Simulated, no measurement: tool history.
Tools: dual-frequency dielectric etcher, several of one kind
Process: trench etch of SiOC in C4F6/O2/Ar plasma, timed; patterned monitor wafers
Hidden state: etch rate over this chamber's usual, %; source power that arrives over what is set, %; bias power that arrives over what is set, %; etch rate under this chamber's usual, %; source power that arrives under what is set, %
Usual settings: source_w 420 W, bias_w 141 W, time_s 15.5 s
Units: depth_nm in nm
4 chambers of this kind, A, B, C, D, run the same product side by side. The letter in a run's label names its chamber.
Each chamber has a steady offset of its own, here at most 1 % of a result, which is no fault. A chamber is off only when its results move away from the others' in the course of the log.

run   hour  source_w  bias_w  time_s  hours since the last wet clean  hours since the last source power generator calibration  hours since the last bias power generator calibration  read-back reference wafer on the same gauge, depth_nm  depth_nm
 1B    9.9       420     141    15.5                            80.6                                                   2240.5                                                 3444.8                                                 28.308    30.092
 2C   21.3       420     141    15.5                           294.1                                                    562.5                                                 2082.6                                                 28.285    30.453
 3D   35.2       420     141    15.5                           277.7                                                    377.3                                                 4128.7                                                 28.296    30.657
 4A   47.6       420     141    15.5                           173.6                                                   2914.5                                                 1199.6                                                 28.299    30.550
 5A   60.8       420     141    15.5                           186.8                                                   2927.7                                                 1212.8                                                 28.289    30.357
 6D   69.1       420     141    15.5                           311.6                                                    411.2                                                 4162.6                                                 28.295    30.600
 7B   83.5       420     141    15.5                           154.2                                                   2314.1                                                 3518.4                                                 28.318    30.208
 8C   98.2       420     141    15.5                           371.0                                                    639.4                                                 2159.5                                                 28.286    30.418
 9D  108.1       420     141    15.5                           350.6                                                    450.2                                                 4201.6                                                 28.307    30.544
10B  116.0       420     141    15.5                           186.7                                                   2346.6                                                 3550.9                                                 28.304    30.132
11A  130.6       510     141    19.5                           256.6                                                   2997.5                                                 1282.6                                                 28.303    41.469
12C  137.4       510     141    19.5                           410.2                                                    678.6                                                 2198.7                                                 28.309    41.277
     147.5  -- chamber C: bias power generator calibrated
13D  150.7       510     141    19.5                           393.2                                                    492.8                                                 4244.2                                                 28.302    41.646
14C  161.7       510     141    19.5                           434.5                                                    702.9                                                   14.3                                                 28.295    41.331
     166.9  -- chamber C: wet clean of the chamber
15B  168.6       420     141    15.5                           239.3                                                   2399.2                                                 3603.5                                                 28.290    30.130
16A  180.1       420     141    15.5                           306.1                                                   3047.0                                                 1332.1                                                 28.290    30.576
17A  193.4       420     141    15.5                           319.4                                                   3060.3                                                 1345.4                                                 28.287    30.436
18C  202.1       420     141    15.5                            35.2                                                    743.3                                                   54.7                                                 28.307    30.291
19D  210.6       420     141    15.5                           453.1                                                    552.7                                                 4304.1                                                 28.293    30.623
     216.7  -- chamber B: bias power generator calibrated
20B  217.5       420     141    15.5                           288.2                                                   2448.1                                                    0.8                                                 28.302    29.739
21C  226.7       420     141    15.5                            59.8                                                    767.9                                                   79.3                                                 28.299    30.262
22A  235.5       420     141    15.5                           361.5                                                   3102.4                                                 1387.5                                                 28.319    30.380
23D  242.4       420     141    15.5                           484.9                                                    584.5                                                 4335.9                                                 28.310    30.532
24B  250.8       420     141    15.5                           321.5                                                   2481.4                                                   34.1                                                 28.308    29.450
25A  263.2       420     141    15.5                           389.2                                                   3130.1                                                 1415.2                                                 28.284    30.410
26B  272.3       420     141    15.5                           343.0                                                   2502.9                                                   55.6                                                 28.293    29.524
27D  279.7       510     116    15.5                           522.2                                                    621.8                                                 4373.2                                                 28.295    31.298
28C  292.8       510     116    15.5                           125.9                                                    834.0                                                  145.4                                                 28.300    31.078
29C  306.8       510     116    15.5                           139.9                                                    848.0                                                  159.4                                                 28.305    30.899
30B  315.4       510     116    15.5                           386.1                                                   2546.0                                                   98.7                                                 28.304    29.948

All 4 chambers run these settings next. Forecast each chamber's results:
31A  325.9       420     141    15.5                                                                                                                                                                                                                ?
31B  325.9       420     141    15.5                                                                                                                                                                                                                ?
31C  325.9       420     141    15.5                                                                                                                                                                                                                ?
31D  325.9       420     141    15.5                                                                                                                                                                                                                ?

run  depth_nm
31A    30.483
31B    29.091
31C    30.339
31D    30.607

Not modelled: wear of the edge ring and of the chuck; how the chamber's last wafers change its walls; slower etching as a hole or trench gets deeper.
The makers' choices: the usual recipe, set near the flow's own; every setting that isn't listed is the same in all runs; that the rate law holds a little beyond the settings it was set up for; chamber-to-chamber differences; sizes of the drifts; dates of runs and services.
